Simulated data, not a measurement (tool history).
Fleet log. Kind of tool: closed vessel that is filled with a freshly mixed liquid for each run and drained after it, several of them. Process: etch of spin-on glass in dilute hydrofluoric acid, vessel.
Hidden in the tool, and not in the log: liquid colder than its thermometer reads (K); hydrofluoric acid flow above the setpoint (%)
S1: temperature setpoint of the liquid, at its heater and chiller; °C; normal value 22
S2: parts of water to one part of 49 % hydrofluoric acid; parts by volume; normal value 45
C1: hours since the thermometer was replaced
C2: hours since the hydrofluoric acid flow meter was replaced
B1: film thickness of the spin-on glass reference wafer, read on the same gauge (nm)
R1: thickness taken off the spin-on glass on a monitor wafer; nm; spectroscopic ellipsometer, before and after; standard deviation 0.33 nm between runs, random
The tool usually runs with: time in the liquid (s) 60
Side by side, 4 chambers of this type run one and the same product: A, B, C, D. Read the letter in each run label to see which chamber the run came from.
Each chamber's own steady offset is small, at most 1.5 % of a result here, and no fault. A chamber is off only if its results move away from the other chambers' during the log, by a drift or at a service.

{"run": "1A", "hour": 8.3, "S1": 22, "S2": 45, "time in the liquid (s)": 60, "C1": 176.6, "C2": 1526.6, "B1": 30.002, "R1": 55.915}
{"run": "2C", "hour": 18.4, "S1": 22, "S2": 45, "time in the liquid (s)": 60, "C1": 992.6, "C2": 744.6, "B1": 29.985, "R1": 56.896}
{"run": "3B", "hour": 26.8, "S1": 22, "S2": 45, "time in the liquid (s)": 60, "C1": 655.6, "C2": 114.1, "B1": 29.994, "R1": 55.766}
{"run": "4D", "hour": 37.0, "S1": 22, "S2": 45, "time in the liquid (s)": 60, "C1": 1458.2, "C2": 549.4, "B1": 29.993, "R1": 56.504}
{"run": "5D", "hour": 43.3, "S1": 22, "S2": 45, "time in the liquid (s)": 60, "C1": 1464.5, "C2": 555.7, "B1": 30.007, "R1": 57.098}
{"run": "6B", "hour": 52.8, "S1": 22, "S2": 45, "time in the liquid (s)": 60, "C1": 681.6, "C2": 140.1, "B1": 29.972, "R1": 55.926}
{"run": "7C", "hour": 64.6, "S1": 22, "S2": 35, "time in the liquid (s)": 90, "C1": 1038.8, "C2": 790.8, "B1": 30.027, "R1": 109.55}
{"run": "8A", "hour": 71.9, "S1": 22, "S2": 35, "time in the liquid (s)": 90, "C1": 240.2, "C2": 1590.2, "B1": 30.005, "R1": 108.52}
{"run": "9B", "hour": 83.3, "S1": 22, "S2": 35, "time in the liquid (s)": 90, "C1": 712.1, "C2": 170.6, "B1": 30.009, "R1": 111.14}
{"run": "10A", "hour": 90.0, "S1": 22, "S2": 35, "time in the liquid (s)": 90, "C1": 258.3, "C2": 1608.3, "B1": 30.001, "R1": 108.77}
{"run": "11C", "hour": 101.7, "S1": 22, "S2": 40, "time in the liquid (s)": 60, "C1": 1075.9, "C2": 827.9, "B1": 30.02, "R1": 63.587}
{"run": "12D", "hour": 111.5, "S1": 22, "S2": 40, "time in the liquid (s)": 60, "C1": 1532.7, "C2": 623.9, "B1": 29.999, "R1": 64.176}
{"run": "13A", "hour": 121.5, "S1": 22, "S2": 40, "time in the liquid (s)": 60, "C1": 289.8, "C2": 1639.8, "B1": 29.96, "R1": 63.687}
{"run": "14B", "hour": 133.1, "S1": 22, "S2": 40, "time in the liquid (s)": 60, "C1": 761.9, "C2": 220.4, "B1": 30.024, "R1": 63.664}
{"run": "15C", "hour": 141.6, "S1": 22, "S2": 45, "time in the liquid (s)": 60, "C1": 1115.8, "C2": 867.8, "B1": 30.017, "R1": 57.066}
{"run": "16D", "hour": 151.6, "S1": 22, "S2": 45, "time in the liquid (s)": 60, "C1": 1572.8, "C2": 664, "B1": 30.013, "R1": 56.822}
{"run": "17A", "hour": 163.4, "S1": 22, "S2": 45, "time in the liquid (s)": 60, "C1": 331.7, "C2": 1681.7, "B1": 30.031, "R1": 55.314}
{"run": "18B", "hour": 174.7, "S1": 22, "S2": 45, "time in the liquid (s)": 60, "C1": 803.5, "C2": 262, "B1": 30.003, "R1": 55.916}
{"run": "19D", "hour": 183.3, "S1": 22, "S2": 45, "time in the liquid (s)": 60, "C1": 1604.5, "C2": 695.7, "B1": 29.985, "R1": 56.773}
{"run": "20C", "hour": 190.6, "S1": 22, "S2": 45, "time in the liquid (s)": 60, "C1": 1164.8, "C2": 916.8, "B1": 29.981, "R1": 56.735}
{"run": "21C", "hour": 197.3, "S1": 22, "S2": 45, "time in the liquid (s)": 60, "C1": 1171.5, "C2": 923.5, "B1": 29.985, "R1": 57.225}
{"run": "22D", "hour": 208.2, "S1": 22, "S2": 45, "time in the liquid (s)": 60, "C1": 1629.4, "C2": 720.6, "B1": 30.009, "R1": 57.306}
{"run": "23A", "hour": 214.9, "S1": 22, "S2": 45, "time in the liquid (s)": 60, "C1": 383.2, "C2": 1733.2, "B1": 29.99, "R1": 55.482}
{"hour": 220.0, "done": "chamber B: thermometer replaced"}
{"run": "24B", "hour": 222.3, "S1": 22, "S2": 45, "time in the liquid (s)": 60, "C1": 2.4, "C2": 309.6, "B1": 29.982, "R1": 56.638}
{"run": "25D", "hour": 234.0, "S1": 22, "S2": 45, "time in the liquid (s)": 60, "C1": 1655.2, "C2": 746.4, "B1": 29.994, "R1": 56.743}
{"run": "26C", "hour": 243.4, "S1": 22, "S2": 45, "time in the liquid (s)": 60, "C1": 1217.6, "C2": 969.6, "B1": 30.02, "R1": 57.316}
{"run": "27A", "hour": 254.8, "S1": 22, "S2": 55, "time in the liquid (s)": 60, "C1": 423.1, "C2": 1773.1, "B1": 29.988, "R1": 44.702}
{"run": "28B", "hour": 264.3, "S1": 22, "S2": 55, "time in the liquid (s)": 60, "C1": 44.4, "C2": 351.6, "B1": 29.994, "R1": 45.357}
{"hour": 271.2, "done": "chamber D: thermometer replaced"}
{"run": "29A", "hour": 272.2, "S1": 22, "S2": 55, "time in the liquid (s)": 60, "C1": 440.5, "C2": 1790.5, "B1": 30.006, "R1": 44.442}
{"run": "30C", "hour": 281.3, "S1": 22, "S2": 55, "time in the liquid (s)": 60, "C1": 1255.5, "C2": 1007.5, "B1": 30.012, "R1": 47.094}
{"run": "31B", "hour": 289.2, "S1": 26.5, "S2": 60, "time in the liquid (s)": 60, "C1": 69.3, "C2": 376.5, "B1": 29.989, "R1": 49.904}
{"run": "32D", "hour": 297.0, "S1": 26.5, "S2": 60, "time in the liquid (s)": 60, "C1": 25.8, "C2": 809.4, "B1": 30.001, "R1": 50.361}
{"run": "33A", "hour": 308.5, "S1": 26.5, "S2": 60, "time in the liquid (s)": 60, "C1": 476.8, "C2": 1826.8, "B1": 30.011, "R1": 49.009}
{"run": "34C", "hour": 319.2, "S1": 26.5, "S2": 60, "time in the liquid (s)": 60, "C1": 1293.4, "C2": 1045.4, "B1": 29.991, "R1": 52.057}
{"run": "35D", "hour": 326.5, "S1": 22, "S2": 45, "time in the liquid (s)": 60, "C1": 55.3, "C2": 838.9, "B1": 30.016, "R1": 57.028}
{"run": "36B", "hour": 332.6, "S1": 22, "S2": 45, "time in the liquid (s)": 60, "C1": 112.7, "C2": 419.9, "B1": 30.009, "R1": 56.244}
{"run": "37C", "hour": 339.9, "S1": 22, "S2": 45, "time in the liquid (s)": 60, "C1": 1314.1, "C2": 1066.1, "B1": 29.992, "R1": 59.316}
{"run": "38D", "hour": 349.3, "S1": 22, "S2": 45, "time in the liquid (s)": 60, "C1": 78.1, "C2": 861.7, "B1": 29.971, "R1": 56.948}
{"run": "39B", "hour": 356.9, "S1": 22, "S2": 45, "time in the liquid (s)": 60, "C1": 137, "C2": 444.2, "B1": 29.984, "R1": 56.193}
{"run": "40A", "hour": 368.2, "S1": 17.5, "S2": 30, "time in the liquid (s)": 60, "C1": 536.5, "C2": 1886.5, "B1": 30.003, "R1": 70.852}
{"run": "41C", "hour": 376.7, "S1": 17.5, "S2": 30, "time in the liquid (s)": 60, "C1": 1350.9, "C2": 1102.9, "B1": 29.975, "R1": 74.737}
{"run": "42B", "hour": 386.0, "S1": 17.5, "S2": 30, "time in the liquid (s)": 60, "C1": 166.1, "C2": 473.3, "B1": 30.027, "R1": 71.125}

Predict what each chamber gives when all 4 of them run the settings below next.
{"run": "43A", "hour": 394.7, "S1": 22, "S2": 45, "time in the liquid (s)": 60, "R1": "?"}
{"run": "43B", "hour": 394.7, "S1": 22, "S2": 45, "time in the liquid (s)": 60, "R1": "?"}
{"run": "43C", "hour": 394.7, "S1": 22, "S2": 45, "time in the liquid (s)": 60, "R1": "?"}
{"run": "43D", "hour": 394.7, "S1": 22, "S2": 45, "time in the liquid (s)": 60, "R1": "?"}

run=43A R1=56.098
run=43B R1=56.783
run=43C R1=59.77
run=43D R1=56.476

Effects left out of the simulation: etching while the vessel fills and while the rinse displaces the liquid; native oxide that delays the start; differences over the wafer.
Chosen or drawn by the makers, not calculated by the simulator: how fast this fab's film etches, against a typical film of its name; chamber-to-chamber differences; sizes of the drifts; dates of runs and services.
